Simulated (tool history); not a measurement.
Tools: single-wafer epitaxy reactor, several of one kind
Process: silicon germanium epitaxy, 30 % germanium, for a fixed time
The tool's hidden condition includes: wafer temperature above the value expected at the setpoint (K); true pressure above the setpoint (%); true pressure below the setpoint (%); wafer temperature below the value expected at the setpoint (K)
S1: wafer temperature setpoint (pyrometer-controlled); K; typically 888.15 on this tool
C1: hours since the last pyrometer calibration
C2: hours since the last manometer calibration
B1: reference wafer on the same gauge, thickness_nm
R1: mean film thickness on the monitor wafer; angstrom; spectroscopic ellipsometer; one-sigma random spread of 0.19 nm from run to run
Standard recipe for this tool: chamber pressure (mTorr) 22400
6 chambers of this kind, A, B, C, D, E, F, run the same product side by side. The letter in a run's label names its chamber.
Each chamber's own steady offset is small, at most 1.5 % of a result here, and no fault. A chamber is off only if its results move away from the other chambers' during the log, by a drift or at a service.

run 1D hour=4.3 | S1=888.15 chamber_pressure_(mTorr)=22400 | C1=2553.2 C2=119.2 | B1=84.613 | R1=810.96
run 2E hour=6.7 | S1=888.15 chamber_pressure_(mTorr)=22400 | C1=1134.1 C2=110.4 | B1=84.607 | R1=807.31
run 3F hour=9.0 | S1=888.15 chamber_pressure_(mTorr)=22400 | C1=759.3 C2=1257.1 | B1=84.626 | R1=806.42
run 4C hour=13.4 | S1=888.15 chamber_pressure_(mTorr)=22400 | C1=1410.9 C2=1562.5 | B1=84.589 | R1=806.39
run 5A hour=16.3 | S1=888.15 chamber_pressure_(mTorr)=22400 | C1=860.2 C2=2419.0 | B1=84.595 | R1=823.22
run 6B hour=19.3 | S1=878.15 chamber_pressure_(mTorr)=22400 | C1=819.2 C2=1411.7 | B1=84.606 | R1=686.88
run 7E hour=23.0 | S1=878.15 chamber_pressure_(mTorr)=22400 | C1=1150.4 C2=126.7 | B1=84.588 | R1=679.08
run 8A hour=27.1 | S1=878.15 chamber_pressure_(mTorr)=22400 | C1=871.0 C2=2429.8 | B1=84.567 | R1=684.06
run 9C hour=29.6 | S1=878.15 chamber_pressure_(mTorr)=22400 | C1=1427.1 C2=1578.7 | B1=84.583 | R1=671.29
run 10D hour=33.0 | S1=878.15 chamber_pressure_(mTorr)=22400 | C1=2581.9 C2=147.9 | B1=84.580 | R1=676.35
run 11B hour=35.0 | S1=878.15 chamber_pressure_(mTorr)=22400 | C1=834.9 C2=1427.4 | B1=84.595 | R1=685.90
run 12F hour=37.2 | S1=888.15 chamber_pressure_(mTorr)=22400 | C1=787.5 C2=1285.3 | B1=84.641 | R1=809.28
run 13A hour=40.6 | S1=888.15 chamber_pressure_(mTorr)=22400 | C1=884.5 C2=2443.3 | B1=84.534 | R1=823.88
run 14F hour=44.5 | S1=888.15 chamber_pressure_(mTorr)=22400 | C1=794.8 C2=1292.6 | B1=84.650 | R1=808.80
run 15D hour=46.6 | S1=888.15 chamber_pressure_(mTorr)=22400 | C1=2595.5 C2=161.5 | B1=84.634 | R1=811.66
run 16E hour=51.0 | S1=888.15 chamber_pressure_(mTorr)=22400 | C1=1178.4 C2=154.7 | B1=84.611 | R1=808.35
run 17C hour=54.1 | S1=888.15 chamber_pressure_(mTorr)=22400 | C1=1451.6 C2=1603.2 | B1=84.522 | R1=804.91
run 18B hour=57.9 | S1=888.15 chamber_pressure_(mTorr)=22400 | C1=857.8 C2=1450.3 | B1=84.615 | R1=817.59
run 19F hour=59.9 | S1=888.15 chamber_pressure_(mTorr)=22400 | C1=810.2 C2=1308.0 | B1=84.584 | R1=809.25
run 20A hour=62.0 | S1=888.15 chamber_pressure_(mTorr)=19000 | C1=905.9 C2=2464.7 | B1=84.566 | R1=772.01
run 21E hour=65.4 | S1=888.15 chamber_pressure_(mTorr)=19000 | C1=1192.8 C2=169.1 | B1=84.580 | R1=759.19
run 22D hour=68.3 | S1=888.15 chamber_pressure_(mTorr)=19000 | C1=2617.2 C2=183.2 | B1=84.615 | R1=759.77
run 23B hour=72.1 | S1=888.15 chamber_pressure_(mTorr)=19000 | C1=872.0 C2=1464.5 | B1=84.578 | R1=766.50
-- hour=72.5 chamber D: pyrometer calibrated
run 24C hour=74.5 | S1=888.15 chamber_pressure_(mTorr)=19000 | C1=1472.0 C2=1623.6 | B1=84.624 | R1=751.95
run 25B hour=77.2 | S1=888.15 chamber_pressure_(mTorr)=19000 | C1=877.1 C2=1469.6 | B1=84.614 | R1=765.43
run 26A hour=79.8 | S1=888.15 chamber_pressure_(mTorr)=22400 | C1=923.7 C2=2482.5 | B1=84.559 | R1=820.42
run 27C hour=83.1 | S1=888.15 chamber_pressure_(mTorr)=22400 | C1=1480.6 C2=1632.2 | B1=84.615 | R1=802.80
run 28D hour=86.0 | S1=888.15 chamber_pressure_(mTorr)=22400 | C1=13.6 C2=200.9 | B1=84.625 | R1=792.01
run 29E hour=88.6 | S1=888.15 chamber_pressure_(mTorr)=22400 | C1=1216.0 C2=192.3 | B1=84.575 | R1=807.02
run 30F hour=92.7 | S1=888.15 chamber_pressure_(mTorr)=22400 | C1=843.0 C2=1340.8 | B1=84.602 | R1=809.88
run 31A hour=97.1 | S1=879.15 chamber_pressure_(mTorr)=20700 | C1=941.0 C2=2499.8 | B1=84.597 | R1=677.89
run 32C hour=99.5 | S1=879.15 chamber_pressure_(mTorr)=20700 | C1=1497.0 C2=1648.6 | B1=84.622 | R1=661.39
run 33E hour=103.8 | S1=879.15 chamber_pressure_(mTorr)=20700 | C1=1231.2 C2=207.5 | B1=84.584 | R1=665.85
run 34F hour=105.7 | S1=879.15 chamber_pressure_(mTorr)=20700 | C1=856.0 C2=1353.8 | B1=84.588 | R1=669.36
run 35B hour=107.6 | S1=879.15 chamber_pressure_(mTorr)=20700 | C1=907.5 C2=1500.0 | B1=84.605 | R1=675.39
run 36D hour=109.9 | S1=879.15 chamber_pressure_(mTorr)=20700 | C1=37.5 C2=224.8 | B1=84.646 | R1=649.97
run 37E hour=113.5 | S1=888.15 chamber_pressure_(mTorr)=22400 | C1=1240.9 C2=217.2 | B1=84.597 | R1=808.56
run 38D hour=116.7 | S1=888.15 chamber_pressure_(mTorr)=22400 | C1=44.3 C2=231.6 | B1=84.628 | R1=789.26
run 39B hour=120.7 | S1=888.15 chamber_pressure_(mTorr)=22400 | C1=920.6 C2=1513.1 | B1=84.610 | R1=816.10

Decide between three cases: one chamber stands off from its peers, the gauge reading all wafers drifts, or nothing is wrong past each chamber's small offset. Where a chamber is off, say which and what most likely put it there.

Chamber D came out of a service off from its peers and stayed that way.
Cause: wafer temperature below the value expected at the setpoint (K) = 1.22.

Chamber D could run next with any of the 4 candidate recipes listed below; each alters the usual settings, and their results appear as question marks. Which one brings its results back in line with what the other chambers deliver on the usual settings?
In line here means within this much of the mean the other chambers give on the usual settings: R1 6.60 angstrom
run 40D-1 hour=123.9 | S1=888.15 chamber_pressure_(mTorr)=23000 | R1=?
run 40D-2 hour=123.9 | S1=888.15 chamber_pressure_(mTorr)=21800 | R1=?
run 40D-3 hour=123.9 | S1=889.15 chamber_pressure_(mTorr)=22600 | R1=?
run 40D-4 hour=123.9 | S1=888.15 chamber_pressure_(mTorr)=21000 | R1=?

Mean of the other chambers on the usual settings: R1 812.35 angstrom
run=40D-1 R1=799.92
run=40D-2 R1=783.07
run=40D-3 R1=808.75
run=40D-4 R1=771.52
40D-3 brings the chamber back in line.

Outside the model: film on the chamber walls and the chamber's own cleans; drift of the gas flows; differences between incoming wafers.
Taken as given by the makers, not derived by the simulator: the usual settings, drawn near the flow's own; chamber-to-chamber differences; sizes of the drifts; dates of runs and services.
